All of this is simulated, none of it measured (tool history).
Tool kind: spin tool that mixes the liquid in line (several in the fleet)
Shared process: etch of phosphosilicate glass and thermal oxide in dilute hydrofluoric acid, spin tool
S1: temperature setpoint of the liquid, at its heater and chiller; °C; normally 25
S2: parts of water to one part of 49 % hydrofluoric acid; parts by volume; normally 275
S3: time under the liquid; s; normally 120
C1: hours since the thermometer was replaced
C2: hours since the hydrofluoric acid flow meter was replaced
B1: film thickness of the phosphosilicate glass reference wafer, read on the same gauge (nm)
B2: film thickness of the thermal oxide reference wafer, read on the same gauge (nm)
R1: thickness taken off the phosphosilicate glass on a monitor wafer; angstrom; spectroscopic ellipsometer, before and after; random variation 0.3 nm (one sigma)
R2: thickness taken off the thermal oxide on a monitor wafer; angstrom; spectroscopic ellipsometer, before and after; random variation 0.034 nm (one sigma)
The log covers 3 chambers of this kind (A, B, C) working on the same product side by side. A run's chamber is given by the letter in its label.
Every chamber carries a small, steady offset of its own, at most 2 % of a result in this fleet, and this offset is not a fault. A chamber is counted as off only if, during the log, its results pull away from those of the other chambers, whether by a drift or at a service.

| run | hour | S1 | S2 | S3 | C1 | C2 | B1 | B2 | R1 | R2 |
|---|---|---|---|---|---|---|---|---|---|---|
| 1C | 4.3 | 25 | 275 | 120 | 293.3 | 1711.8 | 50.014 | 59.983 | 590.13 | 17.5500 |
| 2A | 7.5 | 25 | 275 | 120 | 320.5 | 154.5 | 50.018 | 59.989 | 594.38 | 17.9730 |
| 3B | 11.5 | 25 | 275 | 120 | 1327.3 | 211.8 | 49.999 | 60.009 | 577.72 | 17.2510 |
| 4A | 15.5 | 25 | 275 | 120 | 328.5 | 162.5 | 50.001 | 59.984 | 587.73 | 17.5550 |
| 5C | 20.0 | 25 | 275 | 120 | 309.0 | 1727.5 | 50.002 | 59.992 | 584.90 | 17.6560 |
| 6B | 24.1 | 25 | 275 | 120 | 1339.9 | 224.4 | 49.973 | 60.001 | 580.11 | 17.6010 |
| 7C | 26.8 | 25 | 275 | 120 | 315.8 | 1734.3 | 50.020 | 60.013 | 585.87 | 17.7450 |
| 8A | 29.5 | 25 | 275 | 160 | 342.5 | 176.5 | 49.997 | 59.999 | 797.39 | 24.2830 |
| 9B | 32.1 | 25 | 275 | 160 | 1347.9 | 232.4 | 50.023 | 59.971 | 771.35 | 22.7160 |
| 10A | 34.8 | 25 | 275 | 160 | 347.8 | 181.8 | 49.991 | 60.015 | 788.53 | 23.0420 |
| 11B | 38.6 | 25 | 275 | 120 | 1354.4 | 238.9 | 49.997 | 59.997 | 579.79 | 17.7520 |
| 12C | 42.1 | 25 | 330 | 150 | 331.1 | 1749.6 | 49.974 | 59.996 | 572.30 | 16.9720 |
| 13B | 45.9 | 25 | 330 | 150 | 1361.7 | 246.2 | 49.979 | 60.004 | 581.37 | 16.9550 |
| 14C | 50.2 | 25 | 330 | 150 | 339.2 | 1757.7 | 49.983 | 60.005 | 565.10 | 17.3970 |
| 15A | 53.5 | 25 | 275 | 120 | 366.5 | 200.5 | 49.989 | 60.016 | 592.63 | 17.3700 |
| 16C | 55.8 | 25 | 275 | 120 | 344.8 | 1763.3 | 49.987 | 59.989 | 569.85 | 16.9870 |
| 17B | 57.9 | 25 | 275 | 175 | 1373.7 | 258.2 | 50.016 | 59.996 | 843.65 | 25.1470 |
| 18A | 60.7 | 25 | 275 | 175 | 373.7 | 207.7 | 50.018 | 60.008 | 870.78 | 25.4810 |
| 19C | 63.4 | 25 | 275 | 175 | 352.4 | 1770.9 | 49.994 | 59.986 | 821.23 | 24.0610 |
| 20B | 66.8 | 25 | 410 | 65 | 1382.6 | 267.1 | 49.999 | 60.002 | 187.07 | 5.5133 |
| 21A | 69.4 | 25 | 410 | 65 | 382.4 | 216.4 | 50.017 | 60.010 | 189.93 | 5.6474 |
| 22B | 72.4 | 25 | 410 | 65 | 1388.2 | 272.7 | 50.014 | 60.022 | 186.63 | 5.4568 |

Next, every chamber runs the same settings. What will each give?
| 23A | 75.6 | 25 | 275 | 120 |  |  |  |  | ? | ? |
| 23B | 75.6 | 25 | 275 | 120 |  |  |  |  | ? | ? |
| 23C | 75.6 | 25 | 275 | 120 |  |  |  |  | ? | ? |

| run | R1 | R2 |
|---|---|---|
| 23A | 592.36 | 17.2240 |
| 23B | 575.89 | 17.1280 |
| 23C | 552.91 | 16.1370 |

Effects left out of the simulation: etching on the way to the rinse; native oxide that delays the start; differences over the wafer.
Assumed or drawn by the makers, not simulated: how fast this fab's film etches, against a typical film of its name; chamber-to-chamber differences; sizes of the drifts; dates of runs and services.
